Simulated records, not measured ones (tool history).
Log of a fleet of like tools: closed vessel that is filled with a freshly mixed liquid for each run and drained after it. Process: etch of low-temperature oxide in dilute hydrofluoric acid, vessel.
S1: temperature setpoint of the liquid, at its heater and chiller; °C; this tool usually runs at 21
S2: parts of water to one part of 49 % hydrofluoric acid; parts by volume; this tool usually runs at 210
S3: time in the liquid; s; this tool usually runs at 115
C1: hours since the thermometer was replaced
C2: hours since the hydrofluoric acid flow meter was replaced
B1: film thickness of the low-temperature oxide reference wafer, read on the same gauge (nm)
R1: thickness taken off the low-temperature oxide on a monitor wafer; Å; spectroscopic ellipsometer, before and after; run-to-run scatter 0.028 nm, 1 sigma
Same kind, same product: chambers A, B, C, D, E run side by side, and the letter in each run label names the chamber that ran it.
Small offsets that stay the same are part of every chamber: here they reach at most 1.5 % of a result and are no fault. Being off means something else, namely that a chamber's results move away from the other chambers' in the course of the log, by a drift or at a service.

| run | hour | S1 | S2 | S3 | C1 | C2 | B1 | R1 |
|---|---|---|---|---|---|---|---|---|
|  | 1.0 | chamber C: hydrofluoric acid flow meter replaced |
| 1E | 13.8 | 21 | 210 | 115 | 1003.4 | 53.3 | 29.955 | 60.181 |
|  | 23.6 | chamber D: hydrofluoric acid flow meter replaced |
| 2C | 24.7 | 21 | 210 | 115 | 509.6 | 23.7 | 30.006 | 59.919 |
| 3B | 34.5 | 21 | 210 | 115 | 107.0 | 59.6 | 30.025 | 60.243 |
| 4D | 41.3 | 21 | 210 | 115 | 329.1 | 17.8 | 29.995 | 59.831 |
|  | 43.9 | chamber E: thermometer replaced |
| 5A | 52.9 | 21 | 210 | 115 | 1108.5 | 370.9 | 29.997 | 59.066 |
| 6D | 59.7 | 21 | 210 | 115 | 347.5 | 36.2 | 29.986 | 59.566 |
| 7E | 67.7 | 21 | 210 | 115 | 23.8 | 107.2 | 29.991 | 60.400 |
| 8A | 76.4 | 21 | 210 | 115 | 1132.0 | 394.4 | 30.009 | 58.684 |
| 9B | 83.3 | 21 | 210 | 115 | 155.8 | 108.4 | 30.027 | 60.524 |
| 10C | 92.9 | 21 | 210 | 115 | 577.8 | 91.9 | 29.997 | 60.328 |
| 11E | 105.5 | 21 | 210 | 115 | 61.6 | 145.0 | 29.998 | 60.402 |
| 12D | 115.1 | 21 | 210 | 115 | 402.9 | 91.6 | 30.009 | 60.204 |
| 13A | 127.3 | 21 | 210 | 115 | 1182.9 | 445.3 | 30.000 | 57.916 |
| 14B | 140.2 | 21 | 210 | 115 | 212.7 | 165.3 | 29.988 | 59.912 |
| 15C | 148.7 | 21 | 210 | 115 | 633.6 | 147.7 | 29.997 | 60.416 |
| 16B | 161.3 | 21 | 150 | 155 | 233.8 | 186.4 | 29.994 | 120.970 |
| 17A | 167.8 | 21 | 150 | 155 | 1223.4 | 485.8 | 30.012 | 117.050 |
| 18D | 181.9 | 21 | 150 | 155 | 469.7 | 158.4 | 29.993 | 120.890 |
| 19E | 191.5 | 21 | 150 | 155 | 147.6 | 231.0 | 29.972 | 122.100 |
| 20C | 203.8 | 21 | 150 | 155 | 688.7 | 202.8 | 29.980 | 120.290 |
| 21D | 216.2 | 21 | 175 | 115 | 504.0 | 192.7 | 30.015 | 74.945 |
| 22A | 224.6 | 21 | 175 | 115 | 1280.2 | 542.6 | 29.992 | 71.333 |
| 23B | 231.0 | 21 | 175 | 115 | 303.5 | 256.1 | 30.030 | 74.872 |
| 24E | 242.8 | 21 | 175 | 115 | 198.9 | 282.3 | 29.999 | 75.212 |
| 25C | 255.5 | 21 | 175 | 115 | 740.4 | 254.5 | 29.997 | 75.065 |
| 26B | 262.5 | 21 | 210 | 115 | 335.0 | 287.6 | 29.982 | 60.472 |
| 27E | 274.4 | 21 | 210 | 115 | 230.5 | 313.9 | 29.959 | 60.414 |
| 28A | 285.1 | 21 | 210 | 115 | 1340.7 | 603.1 | 29.962 | 56.706 |
| 29D | 297.3 | 21 | 210 | 115 | 585.1 | 273.8 | 30.003 | 60.270 |
| 30C | 308.1 | 21 | 210 | 115 | 793.0 | 307.1 | 29.983 | 59.935 |
| 31B | 315.8 | 21 | 210 | 115 | 388.3 | 340.9 | 29.974 | 59.872 |
| 32A | 330.0 | 21 | 210 | 115 | 1385.6 | 648.0 | 30.005 | 56.432 |
| 33C | 342.1 | 21 | 210 | 115 | 827.0 | 341.1 | 30.008 | 60.143 |

Is one chamber off against the others, does the gauge drift, or is nothing wrong? If a chamber is off, say which, and what the likeliest cause is.

It is chamber A that slowly wanders off from its peers.
Most likely cause: hydrofluoric acid flow below the setpoint (%) = 3.68.
From this log alone, it may not be told apart from: liquid colder than its thermometer reads (K).

Chamber A could run next with any of the 4 candidate recipes listed below; each alters the usual settings, and their results appear as question marks. Which one brings its results back in line with what the other chambers deliver on the usual settings?
Counts as in line when no further than this from what the other chambers average on the usual settings: R1 0.980 Å
| 34A-1 | 352.7 | 21.0 | 200 | 115 |  |  |  | ? |
| 34A-2 | 352.7 | 19.5 | 210 | 115 |  |  |  | ? |
| 34A-3 | 352.7 | 21.5 | 210 | 115 |  |  |  | ? |
| 34A-4 | 352.7 | 20.5 | 210 | 115 |  |  |  | ? |

Mean of the other chambers on the usual settings: R1 60.117 Å
| run | R1 |
|---|---|
| 34A-1 | 59.750 |
| 34A-2 | 53.238 |
| 34A-3 | 57.402 |
| 34A-4 | 55.292 |
With 34A-1, the chamber falls back in line with the rest.
